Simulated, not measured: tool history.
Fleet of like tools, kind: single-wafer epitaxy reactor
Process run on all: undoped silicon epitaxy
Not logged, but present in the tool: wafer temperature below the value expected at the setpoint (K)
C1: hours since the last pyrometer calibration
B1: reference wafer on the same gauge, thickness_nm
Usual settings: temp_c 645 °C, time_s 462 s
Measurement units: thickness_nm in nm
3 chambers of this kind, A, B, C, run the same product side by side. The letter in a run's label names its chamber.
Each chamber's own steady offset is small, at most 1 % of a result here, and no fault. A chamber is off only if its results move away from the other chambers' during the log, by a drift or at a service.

run 1C hour=13.8 | temp_c=645 time_s=462 | C1=193.9 | B1=70.938 | thickness_nm=70.372
run 2B hour=20.7 | temp_c=645 time_s=462 | C1=1639.8 | B1=70.948 | thickness_nm=69.836
run 3A hour=31.2 | temp_c=645 time_s=462 | C1=1176.3 | B1=71.017 | thickness_nm=69.855
run 4A hour=42.5 | temp_c=645 time_s=462 | C1=1187.6 | B1=70.946 | thickness_nm=69.277
run 5C hour=56.4 | temp_c=645 time_s=462 | C1=236.5 | B1=70.892 | thickness_nm=70.491
run 6B hour=67.2 | temp_c=645 time_s=462 | C1=1686.3 | B1=70.93 | thickness_nm=69.754
run 7B hour=76.1 | temp_c=632 time_s=462 | C1=1695.2 | B1=70.886 | thickness_nm=52.368
run 8C hour=91 | temp_c=632 time_s=462 | C1=271.1 | B1=70.977 | thickness_nm=52.292
run 9A hour=97.9 | temp_c=632 time_s=462 | C1=1243 | B1=70.88 | thickness_nm=52.137
run 10A hour=106.8 | temp_c=645 time_s=462 | C1=1251.9 | B1=70.948 | thickness_nm=69.256
run 11B hour=121 | temp_c=653 time_s=400 | C1=1740.1 | B1=70.904 | thickness_nm=71.683
run 12C hour=133.8 | temp_c=653 time_s=400 | C1=313.9 | B1=70.852 | thickness_nm=72.541
run 13C hour=145.1 | temp_c=653 time_s=400 | C1=325.2 | B1=70.934 | thickness_nm=72.521
run 14B hour=157.9 | temp_c=645 time_s=462 | C1=1777 | B1=70.921 | thickness_nm=69.829
run 15A hour=164.4 | temp_c=645 time_s=462 | C1=1309.5 | B1=70.875 | thickness_nm=69.625
run 16C hour=173.3 | temp_c=645 time_s=462 | C1=353.4 | B1=70.806 | thickness_nm=69.558
run 17B hour=188 | temp_c=657 time_s=490 | C1=1807.1 | B1=70.889 | thickness_nm=95.753
run 18A hour=200.4 | temp_c=657 time_s=490 | C1=1345.5 | B1=70.859 | thickness_nm=94.621
run 19B hour=208.7 | temp_c=657 time_s=490 | C1=1827.8 | B1=70.948 | thickness_nm=95.852
run 20A hour=219.5 | temp_c=645 time_s=462 | C1=1364.6 | B1=70.916 | thickness_nm=69.518
run 21C hour=231.4 | temp_c=645 time_s=462 | C1=411.5 | B1=70.864 | thickness_nm=69.955
run 22A hour=240.8 | temp_c=645 time_s=462 | C1=1385.9 | B1=71.021 | thickness_nm=69.451
run 23B hour=253.1 | temp_c=645 time_s=462 | C1=1872.2 | B1=70.889 | thickness_nm=69.798
run 24C hour=260.3 | temp_c=636 time_s=512 | C1=440.4 | B1=70.904 | thickness_nm=63.552

Decide between three cases: one chamber stands off from its peers, the gauge reading all wafers drifts, or nothing is wrong past each chamber's small offset. Where a chamber is off, say which and what most likely put it there.

No chamber is off and the gauge is stable; the differences are just each chamber's small, constant offset.
